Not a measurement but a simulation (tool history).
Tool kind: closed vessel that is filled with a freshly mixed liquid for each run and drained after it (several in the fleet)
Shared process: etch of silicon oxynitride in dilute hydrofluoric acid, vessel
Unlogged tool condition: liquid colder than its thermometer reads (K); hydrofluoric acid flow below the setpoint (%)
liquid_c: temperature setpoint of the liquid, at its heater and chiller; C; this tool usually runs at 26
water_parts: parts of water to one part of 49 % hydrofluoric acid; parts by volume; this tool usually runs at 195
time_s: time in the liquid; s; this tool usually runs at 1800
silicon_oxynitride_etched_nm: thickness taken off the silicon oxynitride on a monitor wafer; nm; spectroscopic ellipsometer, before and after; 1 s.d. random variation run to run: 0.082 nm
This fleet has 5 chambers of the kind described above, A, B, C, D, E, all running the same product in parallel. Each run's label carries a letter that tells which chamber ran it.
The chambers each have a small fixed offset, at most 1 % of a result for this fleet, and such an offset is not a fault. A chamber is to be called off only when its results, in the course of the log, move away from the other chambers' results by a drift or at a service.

run,hour,liquid_c,water_parts,time_s,hours since the thermometer was replaced,hours since the hydrofluoric acid flow meter was replaced,"read-back film thickness of the silicon oxynitride reference wafer, read on the same gauge (nm)",silicon_oxynitride_etched_nm
1A,5.6,26,195,1800,1544.3,133,109.99,13.409
2B,11,26,195,1800,70.6,142.9,110.01,13.453
3C,17.1,26,195,1800,1817.5,851.7,110.02,13.457
4D,21.5,26,195,1800,85.5,410.9,109.97,13.418
5E,27.1,26,195,1800,424.6,580.3,109.98,13.423
6A,33.8,26,195,1800,1572.5,161.2,110.01,13.502
7C,40.3,26,255,1800,1840.7,874.9,110.02,9.7622
8B,46.8,26,255,1800,106.4,178.7,110,9.9341
9E,52.2,26,255,1800,449.7,605.4,109.99,9.7826
10D,58.7,26,255,1800,122.7,448.1,110.02,9.6522
11D,63,26,255,1800,127,452.4,110,9.7924
# hour 66.2: chamber C: hydrofluoric acid flow meter replaced
12E,67.8,26,195,1800,465.3,621,109.98,13.546
13A,71.4,26,195,1800,1610.1,198.8,110,13.429
14B,76.7,26,145,1800,136.3,208.6,110.01,18.915
15C,80.5,26,145,1800,1880.9,14.3,110,18.847
16D,86.8,26,145,1800,150.8,476.2,110,18.599
17B,90.2,26,145,1800,149.8,222.1,110.01,18.651
18C,96.4,26,145,1800,1896.8,30.2,110,18.996
19E,102.2,26,195,1800,499.7,655.4,109.99,13.272
20A,107.8,26,195,1800,1646.5,235.2,110,13.514
21C,114,26,195,1800,1914.4,47.8,110.04,13.486
22E,120.4,26,195,1800,517.9,673.6,109.98,13.231
23B,125.5,26,195,1800,185.1,257.4,110,13.614
24D,130.6,26,195,1800,194.6,520,109.98,13.354
25A,136.4,26,195,1800,1675.1,263.8,110,13.489
26B,142.6,26,195,1800,202.2,274.5,110,13.332
27A,145.6,26,195,1800,1684.3,273,109.99,13.42
28D,149,26,195,1800,213,538.4,110,13.424
29E,155.1,26,195,1800,552.6,708.3,110,13.359
30C,159.3,26,195,1800,1959.7,93.1,110.01,13.396
31A,163.2,26,195,1800,1701.9,290.6,110.02,13.307
32B,167,31,150,1800,226.6,298.9,110,22.322
33C,173.8,31,150,1800,1974.2,107.6,109.98,22.837
34E,178.2,31,150,1800,575.7,731.4,109.99,22.307
35D,184.8,31,150,1800,248.8,574.2,109.98,22.288
36D,187.9,31,150,1800,251.9,577.3,110.01,22.128
37A,192.6,26,195,1800,1731.3,320,110,13.258
38C,196.2,26,195,1800,1996.6,130,110.01,13.445

Each of the 5 chambers runs these same settings next. Fill in every chamber's results:
39A,201.1,26,195,2135,,,,?
39B,201.1,26,195,2135,,,,?
39C,201.1,26,195,2135,,,,?
39D,201.1,26,195,2135,,,,?
39E,201.1,26,195,2135,,,,?

run,silicon_oxynitride_etched_nm
39A,15.852
39B,15.951
39C,15.752
39D,15.902
39E,15.968

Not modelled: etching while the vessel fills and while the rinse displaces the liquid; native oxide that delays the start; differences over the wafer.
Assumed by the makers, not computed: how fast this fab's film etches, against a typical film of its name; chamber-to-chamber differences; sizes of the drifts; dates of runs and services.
